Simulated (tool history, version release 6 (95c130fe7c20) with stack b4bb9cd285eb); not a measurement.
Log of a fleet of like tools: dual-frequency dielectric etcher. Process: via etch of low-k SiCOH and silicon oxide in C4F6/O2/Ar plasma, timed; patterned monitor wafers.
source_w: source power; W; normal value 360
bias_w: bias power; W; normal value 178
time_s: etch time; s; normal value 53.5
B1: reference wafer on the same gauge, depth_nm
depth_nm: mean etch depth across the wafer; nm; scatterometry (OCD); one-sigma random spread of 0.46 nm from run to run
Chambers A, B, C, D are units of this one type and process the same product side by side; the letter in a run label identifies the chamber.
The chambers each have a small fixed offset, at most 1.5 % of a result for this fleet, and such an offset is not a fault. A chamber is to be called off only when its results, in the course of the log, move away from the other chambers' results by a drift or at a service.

{"run": "1C", "hour": 6.6, "source_w": 360, "bias_w": 178, "time_s": 53.5, "B1": 157.87, "depth_nm": 142.53}
{"run": "2A", "hour": 14.7, "source_w": 360, "bias_w": 178, "time_s": 53.5, "B1": 157.98, "depth_nm": 145.34}
{"run": "3B", "hour": 26.9, "source_w": 360, "bias_w": 178, "time_s": 53.5, "B1": 157.99, "depth_nm": 143.87}
{"run": "4D", "hour": 37.6, "source_w": 360, "bias_w": 178, "time_s": 53.5, "B1": 157.98, "depth_nm": 143.88}
{"run": "5A", "hour": 46.8, "source_w": 360, "bias_w": 178, "time_s": 53.5, "B1": 158.02, "depth_nm": 145.54}
{"run": "6D", "hour": 56.2, "source_w": 360, "bias_w": 178, "time_s": 53.5, "B1": 158.1, "depth_nm": 144.31}
{"hour": 59.8, "done": "chamber A: wet clean of the chamber"}
{"run": "7B", "hour": 64.6, "source_w": 360, "bias_w": 178, "time_s": 53.5, "B1": 157.97, "depth_nm": 143.9}
{"run": "8C", "hour": 74.1, "source_w": 360, "bias_w": 178, "time_s": 53.5, "B1": 157.93, "depth_nm": 143.08}
{"run": "9B", "hour": 86.3, "source_w": 290, "bias_w": 178, "time_s": 53.5, "B1": 158.11, "depth_nm": 132.38}
{"run": "10A", "hour": 96.7, "source_w": 290, "bias_w": 178, "time_s": 53.5, "B1": 158.02, "depth_nm": 133.59}
{"run": "11C", "hour": 108.3, "source_w": 290, "bias_w": 178, "time_s": 53.5, "B1": 158.0, "depth_nm": 131.31}
{"run": "12D", "hour": 118.5, "source_w": 290, "bias_w": 178, "time_s": 53.5, "B1": 157.88, "depth_nm": 131.64}
{"run": "13A", "hour": 126.3, "source_w": 360, "bias_w": 178, "time_s": 53.5, "B1": 157.99, "depth_nm": 145.45}
{"run": "14C", "hour": 132.4, "source_w": 360, "bias_w": 178, "time_s": 53.5, "B1": 157.91, "depth_nm": 141.93}
{"hour": 135.9, "done": "chamber D: wet clean of the chamber"}
{"run": "15B", "hour": 140.6, "source_w": 360, "bias_w": 178, "time_s": 53.5, "B1": 158.08, "depth_nm": 143.25}
{"run": "16D", "hour": 146.2, "source_w": 360, "bias_w": 178, "time_s": 53.5, "B1": 158.09, "depth_nm": 143.5}
{"run": "17C", "hour": 154.6, "source_w": 360, "bias_w": 178, "time_s": 53.5, "B1": 158.05, "depth_nm": 142.84}
{"run": "18B", "hour": 160.0, "source_w": 360, "bias_w": 178, "time_s": 53.5, "B1": 158.22, "depth_nm": 143.32}
{"run": "19D", "hour": 170.9, "source_w": 360, "bias_w": 178, "time_s": 53.5, "B1": 157.88, "depth_nm": 143.53}
{"run": "20A", "hour": 178.5, "source_w": 360, "bias_w": 178, "time_s": 53.5, "B1": 158.18, "depth_nm": 144.63}
{"run": "21C", "hour": 189.4, "source_w": 360, "bias_w": 178, "time_s": 53.5, "B1": 158.03, "depth_nm": 142.78}
{"hour": 197.6, "done": "chamber B: wet clean of the chamber"}
{"run": "22A", "hour": 199.0, "source_w": 360, "bias_w": 178, "time_s": 53.5, "B1": 157.84, "depth_nm": 144.21}
{"run": "23D", "hour": 207.4, "source_w": 360, "bias_w": 178, "time_s": 53.5, "B1": 158.03, "depth_nm": 144.26}
{"run": "24B", "hour": 213.2, "source_w": 360, "bias_w": 178, "time_s": 53.5, "B1": 157.99, "depth_nm": 144.23}
{"run": "25C", "hour": 225.0, "source_w": 360, "bias_w": 178, "time_s": 53.5, "B1": 157.9, "depth_nm": 142.68}

Next, every chamber runs the same settings. What will each give?
{"run": "26A", "hour": 233.8, "source_w": 360, "bias_w": 178, "time_s": 63.5, "depth_nm": "?"}
{"run": "26B", "hour": 233.8, "source_w": 360, "bias_w": 178, "time_s": 63.5, "depth_nm": "?"}
{"run": "26C", "hour": 233.8, "source_w": 360, "bias_w": 178, "time_s": 63.5, "depth_nm": "?"}
{"run": "26D", "hour": 233.8, "source_w": 360, "bias_w": 178, "time_s": 63.5, "depth_nm": "?"}

run=26A depth_nm=172.41
run=26B depth_nm=170.21
run=26C depth_nm=169.44
run=26D depth_nm=170.38

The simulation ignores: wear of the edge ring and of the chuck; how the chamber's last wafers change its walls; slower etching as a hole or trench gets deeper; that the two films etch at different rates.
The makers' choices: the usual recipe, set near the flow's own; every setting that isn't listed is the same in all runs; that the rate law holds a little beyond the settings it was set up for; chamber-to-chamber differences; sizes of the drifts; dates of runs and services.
